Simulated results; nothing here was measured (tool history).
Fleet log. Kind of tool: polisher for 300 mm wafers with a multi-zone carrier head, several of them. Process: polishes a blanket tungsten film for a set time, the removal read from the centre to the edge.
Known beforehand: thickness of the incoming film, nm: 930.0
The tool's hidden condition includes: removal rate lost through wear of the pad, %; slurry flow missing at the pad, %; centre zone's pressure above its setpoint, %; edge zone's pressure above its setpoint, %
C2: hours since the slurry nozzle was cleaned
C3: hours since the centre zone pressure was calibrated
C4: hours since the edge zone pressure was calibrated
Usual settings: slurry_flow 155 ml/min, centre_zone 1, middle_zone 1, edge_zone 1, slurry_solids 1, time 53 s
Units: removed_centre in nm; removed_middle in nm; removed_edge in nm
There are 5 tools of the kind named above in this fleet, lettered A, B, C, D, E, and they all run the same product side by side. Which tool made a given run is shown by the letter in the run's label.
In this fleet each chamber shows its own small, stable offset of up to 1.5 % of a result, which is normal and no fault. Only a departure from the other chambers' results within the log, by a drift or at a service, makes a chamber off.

{"day": 0.167, "done": "chamber B: worn pad replaced by a new one"}
{"run": "1E", "day": 0.367, "slurry_flow": 155, "centre_zone": 1, "middle_zone": 1, "edge_zone": 1, "slurry_solids": 1, "time": 53, "wafers polished on this pad": 764, "C2": 181.6, "C3": 416, "C4": 657.1, "removed_centre": 385.24, "removed_middle": 387.15, "removed_edge": 388.59}
{"day": 0.625, "done": "chamber B: slurry nozzle cleaned"}
{"day": 0.658, "done": "chamber E: worn pad replaced by a new one"}
{"run": "2D", "day": 0.779, "slurry_flow": 155, "centre_zone": 1, "middle_zone": 1, "edge_zone": 1, "slurry_solids": 1, "time": 53, "wafers polished on this pad": 556, "C2": 34.9, "C3": 750.9, "C4": 1126, "removed_centre": 380.66, "removed_middle": 379.01, "removed_edge": 385.33}
{"run": "3B", "day": 1.042, "slurry_flow": 155, "centre_zone": 1, "middle_zone": 1, "edge_zone": 1, "slurry_solids": 1, "time": 53, "wafers polished on this pad": 188, "C2": 10, "C3": 423.4, "C4": 1014.9, "removed_centre": 388.59, "removed_middle": 389.48, "removed_edge": 390.88}
{"day": 1.158, "done": "chamber D: centre zone pressure recalibrated"}
{"day": 1.446, "done": "chamber A: worn pad replaced by a new one"}
{"run": "4A", "day": 1.521, "slurry_flow": 155, "centre_zone": 1, "middle_zone": 1, "edge_zone": 1, "slurry_solids": 1, "time": 53, "wafers polished on this pad": 16, "C2": 188.6, "C3": 785.9, "C4": 1095.9, "removed_centre": 393.23, "removed_middle": 382.08, "removed_edge": 380.69}
{"day": 1.821, "done": "chamber D: worn pad replaced by a new one"}
{"day": 1.925, "done": "chamber D: edge zone pressure recalibrated"}
{"run": "5C", "day": 2.062, "slurry_flow": 155, "centre_zone": 1, "middle_zone": 1, "edge_zone": 1, "slurry_solids": 1, "time": 53, "wafers polished on this pad": 808, "C2": 75.9, "C3": 729.6, "C4": 311.2, "removed_centre": 397.53, "removed_middle": 384.94, "removed_edge": 375.92}
{"day": 2.071, "done": "chamber C: worn pad replaced by a new one"}
{"run": "6A", "day": 2.629, "slurry_flow": 155, "centre_zone": 1, "middle_zone": 1, "edge_zone": 1, "slurry_solids": 1, "time": 53, "wafers polished on this pad": 255, "C2": 215.2, "C3": 812.5, "C4": 1122.5, "removed_centre": 378.46, "removed_middle": 389.26, "removed_edge": 376.45}
{"run": "7E", "day": 3.012, "slurry_flow": 155, "centre_zone": 1, "middle_zone": 1, "edge_zone": 1, "slurry_solids": 1, "time": 53, "wafers polished on this pad": 506, "C2": 245.1, "C3": 479.5, "C4": 720.6, "removed_centre": 385.26, "removed_middle": 392.45, "removed_edge": 383.65}
{"run": "8B", "day": 3.512, "slurry_flow": 155, "centre_zone": 1, "middle_zone": 1, "edge_zone": 1, "slurry_solids": 1, "time": 53, "wafers polished on this pad": 720, "C2": 69.3, "C3": 482.7, "C4": 1074.2, "removed_centre": 386.96, "removed_middle": 389.38, "removed_edge": 381.36}
{"run": "9C", "day": 3.992, "slurry_flow": 155, "centre_zone": 1, "middle_zone": 1, "edge_zone": 1, "slurry_solids": 1, "time": 53, "wafers polished on this pad": 413, "C2": 122.2, "C3": 775.9, "C4": 357.5, "removed_centre": 388.08, "removed_middle": 385.23, "removed_edge": 391.54}
{"day": 4.238, "done": "chamber C: edge zone pressure recalibrated"}
{"day": 4.242, "done": "chamber A: slurry nozzle cleaned"}
{"day": 4.338, "done": "chamber E: worn pad replaced by a new one"}
{"run": "10D", "day": 4.592, "slurry_flow": 155, "centre_zone": 1, "middle_zone": 1, "edge_zone": 1, "slurry_solids": 1, "time": 53, "wafers polished on this pad": 596, "C2": 126.4, "C3": 82.5, "C4": 64.1, "removed_centre": 390.84, "removed_middle": 382.19, "removed_edge": 377.76}
{"day": 4.812, "done": "chamber A: edge zone pressure recalibrated"}
{"run": "11D", "day": 5.05, "slurry_flow": 155, "centre_zone": 1, "middle_zone": 1, "edge_zone": 1, "slurry_solids": 1, "time": 53, "wafers polished on this pad": 695, "C2": 137.4, "C3": 93.5, "C4": 75.1, "removed_centre": 371.98, "removed_middle": 378.7, "removed_edge": 382.36}
{"run": "12B", "day": 5.4, "slurry_flow": 155, "centre_zone": 1, "middle_zone": 0.96, "edge_zone": 1, "slurry_solids": 1, "time": 53, "wafers polished on this pad": 1126, "C2": 114.6, "C3": 528, "C4": 1119.5, "removed_centre": 383.29, "removed_middle": 381.44, "removed_edge": 387.7}
{"run": "13E", "day": 5.729, "slurry_flow": 155, "centre_zone": 1, "middle_zone": 0.96, "edge_zone": 1, "slurry_solids": 1, "time": 53, "wafers polished on this pad": 299, "C2": 310.3, "C3": 544.7, "C4": 785.8, "removed_centre": 384.23, "removed_middle": 366.68, "removed_edge": 380.89}
{"day": 5.888, "done": "chamber D: worn pad replaced by a new one"}
{"day": 5.946, "done": "chamber C: worn pad replaced by a new one"}
{"day": 6.067, "done": "chamber B: worn pad replaced by a new one"}
{"run": "14C", "day": 6.317, "slurry_flow": 155, "centre_zone": 1, "middle_zone": 0.96, "edge_zone": 1, "slurry_solids": 1, "time": 53, "wafers polished on this pad": 80, "C2": 178, "C3": 831.7, "C4": 49.9, "removed_centre": 389.13, "removed_middle": 365.25, "removed_edge": 382.62}
{"run": "15A", "day": 6.621, "slurry_flow": 155, "centre_zone": 1, "middle_zone": 0.96, "edge_zone": 1, "slurry_solids": 1, "time": 53, "wafers polished on this pad": 1113, "C2": 57.1, "C3": 908.3, "C4": 43.5, "removed_centre": 385.59, "removed_middle": 376.52, "removed_edge": 388.75}
{"day": 6.979, "done": "chamber A: worn pad replaced by a new one"}
{"run": "16E", "day": 7.142, "slurry_flow": 155, "centre_zone": 1, "middle_zone": 0.96, "edge_zone": 1, "slurry_solids": 1, "time": 53, "wafers polished on this pad": 603, "C2": 344.2, "C3": 578.6, "C4": 819.7, "removed_centre": 388.76, "removed_middle": 365.32, "removed_edge": 380.56}
{"run": "17C", "day": 7.542, "slurry_flow": 155, "centre_zone": 1, "middle_zone": 1, "edge_zone": 1, "slurry_solids": 1, "time": 53, "wafers polished on this pad": 344, "C2": 207.4, "C3": 861.1, "C4": 79.3, "removed_centre": 387.62, "removed_middle": 390.24, "removed_edge": 380.7}
{"run": "18A", "day": 7.95, "slurry_flow": 155, "centre_zone": 1, "middle_zone": 1, "edge_zone": 1, "slurry_solids": 1, "time": 53, "wafers polished on this pad": 209, "C2": 89, "C3": 940.2, "C4": 75.4, "removed_centre": 380.46, "removed_middle": 389.87, "removed_edge": 382.89}
{"day": 7.954, "done": "chamber E: worn pad replaced by a new one"}
{"run": "19B", "day": 8.35, "slurry_flow": 155, "centre_zone": 1, "middle_zone": 1, "edge_zone": 1, "slurry_solids": 1, "time": 53, "wafers polished on this pad": 491, "C2": 185.4, "C3": 598.8, "C4": 1190.3, "removed_centre": 391.72, "removed_middle": 383.61, "removed_edge": 398.72}
{"day": 8.383, "done": "chamber B: slurry nozzle cleaned"}
{"run": "20D", "day": 8.854, "slurry_flow": 155, "centre_zone": 1, "middle_zone": 1, "edge_zone": 1, "slurry_solids": 1, "time": 53, "wafers polished on this pad": 638, "C2": 228.7, "C3": 184.8, "C4": 166.4, "removed_centre": 387.05, "removed_middle": 387.19, "removed_edge": 391.79}
{"run": "21C", "day": 9.167, "slurry_flow": 155, "centre_zone": 1, "middle_zone": 1, "edge_zone": 1, "slurry_solids": 1, "time": 53, "wafers polished on this pad": 693, "C2": 246.4, "C3": 900.1, "C4": 118.3, "removed_centre": 392.52, "removed_middle": 384.91, "removed_edge": 378.37}
{"run": "22E", "day": 9.533, "slurry_flow": 155, "centre_zone": 1, "middle_zone": 1, "edge_zone": 1, "slurry_solids": 1, "time": 53, "wafers polished on this pad": 340, "C2": 401.6, "C3": 636, "C4": 877.1, "removed_centre": 383.66, "removed_middle": 384.7, "removed_edge": 389.51}
{"day": 9.592, "done": "chamber D: worn pad replaced by a new one"}
{"run": "23A", "day": 9.871, "slurry_flow": 155, "centre_zone": 1, "middle_zone": 1, "edge_zone": 1, "slurry_solids": 1, "time": 53, "wafers polished on this pad": 622, "C2": 135.1, "C3": 986.3, "C4": 121.5, "removed_centre": 386.01, "removed_middle": 393.55, "removed_edge": 376.72}
{"run": "24B", "day": 10.142, "slurry_flow": 155, "centre_zone": 1, "middle_zone": 1, "edge_zone": 1, "slurry_solids": 1, "time": 53, "wafers polished on this pad": 877, "C2": 42.2, "C3": 641.8, "C4": 1233.3, "removed_centre": 389.97, "removed_middle": 393.16, "removed_edge": 388.75}
{"day": 10.179, "done": "chamber C: worn pad replaced by a new one"}
{"day": 10.25, "done": "chamber E: slurry nozzle cleaned"}
{"run": "25D", "day": 10.546, "slurry_flow": 155, "centre_zone": 1, "middle_zone": 1, "edge_zone": 1, "slurry_solids": 1, "time": 53, "wafers polished on this pad": 205, "C2": 269.3, "C3": 225.4, "C4": 207, "removed_centre": 388.05, "removed_middle": 391.11, "removed_edge": 379.46}
{"day": 10.708, "done": "chamber B: edge zone pressure recalibrated"}
{"day": 10.971, "done": "chamber E: worn pad replaced by a new one"}
{"run": "26D", "day": 11.121, "slurry_flow": 155, "centre_zone": 1, "middle_zone": 1, "edge_zone": 1, "slurry_solids": 1, "time": 53, "wafers polished on this pad": 329, "C2": 283.1, "C3": 239.2, "C4": 220.8, "removed_centre": 380.54, "removed_middle": 395.8, "removed_edge": 385.31}
{"run": "27E", "day": 11.658, "slurry_flow": 155, "centre_zone": 1, "middle_zone": 1, "edge_zone": 1, "slurry_solids": 1, "time": 53, "wafers polished on this pad": 148, "C2": 33.8, "C3": 687, "C4": 928.1, "removed_centre": 380.61, "removed_middle": 384.32, "removed_edge": 385.22}
{"day": 11.971, "done": "chamber C: centre zone pressure recalibrated"}
{"day": 12.175, "done": "chamber A: worn pad replaced by a new one"}
{"run": "28A", "day": 12.175, "slurry_flow": 155, "centre_zone": 1, "middle_zone": 1, "edge_zone": 0.91, "slurry_solids": 1, "time": 53, "wafers polished on this pad": 0, "C2": 190.4, "C3": 1041.6, "C4": 176.8, "removed_centre": 390.25, "removed_middle": 385.26, "removed_edge": 365.93}
{"day": 12.558, "done": "chamber B: worn pad replaced by a new one"}
{"run": "29B", "day": 12.588, "slurry_flow": 155, "centre_zone": 1, "middle_zone": 1, "edge_zone": 0.91, "slurry_solids": 1, "time": 53, "wafers polished on this pad": 7, "C2": 100.9, "C3": 700.5, "C4": 45.1, "removed_centre": 394.36, "removed_middle": 391.27, "removed_edge": 365.59}
{"run": "30C", "day": 12.942, "slurry_flow": 155, "centre_zone": 1, "middle_zone": 1, "edge_zone": 0.91, "slurry_solids": 1, "time": 53, "wafers polished on this pad": 594, "C2": 337, "C3": 23.4, "C4": 208.9, "removed_centre": 392.23, "removed_middle": 383.92, "removed_edge": 364.31}
{"run": "31E", "day": 13.446, "slurry_flow": 155, "centre_zone": 1, "middle_zone": 1, "edge_zone": 0.91, "slurry_solids": 1, "time": 53, "wafers polished on this pad": 533, "C2": 76.7, "C3": 729.9, "C4": 971, "removed_centre": 383.63, "removed_middle": 378.07, "removed_edge": 363.84}
{"day": 13.504, "done": "chamber D: worn pad replaced by a new one"}
{"run": "32D", "day": 13.779, "slurry_flow": 155, "centre_zone": 1, "middle_zone": 1, "edge_zone": 0.91, "slurry_solids": 1, "time": 53, "wafers polished on this pad": 59, "C2": 346.9, "C3": 303, "C4": 284.6, "removed_centre": 384.94, "removed_middle": 377.13, "removed_edge": 360.74}
{"day": 14.162, "done": "chamber E: worn pad replaced by a new one"}
{"run": "33B", "day": 14.242, "slurry_flow": 155, "centre_zone": 1, "middle_zone": 1, "edge_zone": 1, "slurry_solids": 0.75, "time": 53, "wafers polished on this pad": 362, "C2": 140.6, "C3": 740.2, "C4": 84.8, "removed_centre": 356.24, "removed_middle": 363.51, "removed_edge": 366.42}
{"day": 14.254, "done": "chamber B: centre zone pressure recalibrated"}
{"day": 14.4, "done": "chamber C: worn pad replaced by a new one"}
{"run": "34C", "day": 14.529, "slurry_flow": 155, "centre_zone": 1, "middle_zone": 1, "edge_zone": 1, "slurry_solids": 0.75, "time": 53, "wafers polished on this pad": 27, "C2": 375.1, "C3": 61.5, "C4": 247, "removed_centre": 365.86, "removed_middle": 360.69, "removed_edge": 352.87}
{"run": "35A", "day": 14.846, "slurry_flow": 155, "centre_zone": 1, "middle_zone": 1, "edge_zone": 1, "slurry_solids": 0.75, "time": 53, "wafers polished on this pad": 575, "C2": 254.5, "C3": 1105.7, "C4": 240.9, "removed_centre": 363.8, "removed_middle": 368.92, "removed_edge": 363.2}
{"run": "36A", "day": 15.308, "slurry_flow": 155, "centre_zone": 1, "middle_zone": 1, "edge_zone": 1, "slurry_solids": 0.75, "time": 53, "wafers polished on this pad": 674, "C2": 265.6, "C3": 1116.8, "C4": 252, "removed_centre": 360.12, "removed_middle": 357.04, "removed_edge": 354.91}
{"run": "37D", "day": 15.9, "slurry_flow": 155, "centre_zone": 1, "middle_zone": 1, "edge_zone": 1, "slurry_solids": 0.75, "time": 53, "wafers polished on this pad": 516, "C2": 397.8, "C3": 353.9, "C4": 335.5, "removed_centre": 352.78, "removed_middle": 359.69, "removed_edge": 362.67}
{"run": "38E", "day": 16.2, "slurry_flow": 115, "centre_zone": 1, "middle_zone": 1, "edge_zone": 0.93, "slurry_solids": 1, "time": 53, "wafers polished on this pad": 438, "C2": 142.8, "C3": 796, "C4": 1037.1, "removed_centre": 352.26, "removed_middle": 363.19, "removed_edge": 353.91}
{"run": "39C", "day": 16.488, "slurry_flow": 115, "centre_zone": 1, "middle_zone": 1, "edge_zone": 0.93, "slurry_solids": 1, "time": 53, "wafers polished on this pad": 449, "C2": 422.1, "C3": 108.5, "C4": 294, "removed_centre": 357.43, "removed_middle": 359.5, "removed_edge": 353.61}
{"run": "40B", "day": 16.858, "slurry_flow": 115, "centre_zone": 1, "middle_zone": 1, "edge_zone": 0.93, "slurry_solids": 1, "time": 53, "wafers polished on this pad": 926, "C2": 203.4, "C3": 62.6, "C4": 147.6, "removed_centre": 371.25, "removed_middle": 361.8, "removed_edge": 368.02}
{"day": 17.204, "done": "chamber E: worn pad replaced by a new one"}
{"run": "41E", "day": 17.338, "slurry_flow": 115, "centre_zone": 1, "middle_zone": 1, "edge_zone": 0.93, "slurry_solids": 1, "time": 53, "wafers polished on this pad": 29, "C2": 170.1, "C3": 823.3, "C4": 1064.4, "removed_centre": 364.75, "removed_middle": 369.11, "removed_edge": 362}

All 5 chambers run these settings next. Forecast each chamber's results:
{"run": "42A", "day": 17.767, "slurry_flow": 155, "centre_zone": 1, "middle_zone": 1, "edge_zone": 1, "slurry_solids": 1, "time": 53, "removed_centre": "?", "removed_middle": "?", "removed_edge": "?"}
{"run": "42B", "day": 17.767, "slurry_flow": 155, "centre_zone": 1, "middle_zone": 1, "edge_zone": 1, "slurry_solids": 1, "time": 53, "removed_centre": "?", "removed_middle": "?", "removed_edge": "?"}
{"run": "42C", "day": 17.767, "slurry_flow": 155, "centre_zone": 1, "middle_zone": 1, "edge_zone": 1, "slurry_solids": 1, "time": 53, "removed_centre": "?", "removed_middle": "?", "removed_edge": "?"}
{"run": "42D", "day": 17.767, "slurry_flow": 155, "centre_zone": 1, "middle_zone": 1, "edge_zone": 1, "slurry_solids": 1, "time": 53, "removed_centre": "?", "removed_middle": "?", "removed_edge": "?"}
{"run": "42E", "day": 17.767, "slurry_flow": 155, "centre_zone": 1, "middle_zone": 1, "edge_zone": 1, "slurry_solids": 1, "time": 53, "removed_centre": "?", "removed_middle": "?", "removed_edge": "?"}

run=42A removed_centre=378.5 removed_middle=386.41 removed_edge=383.01
run=42B removed_centre=383.61 removed_middle=388.82 removed_edge=392.31
run=42C removed_centre=397.12 removed_middle=389.91 removed_edge=391.77
run=42D removed_centre=380.97 removed_middle=385.33 removed_edge=383.07
run=42E removed_centre=392.35 removed_middle=385.31 removed_edge=380.82
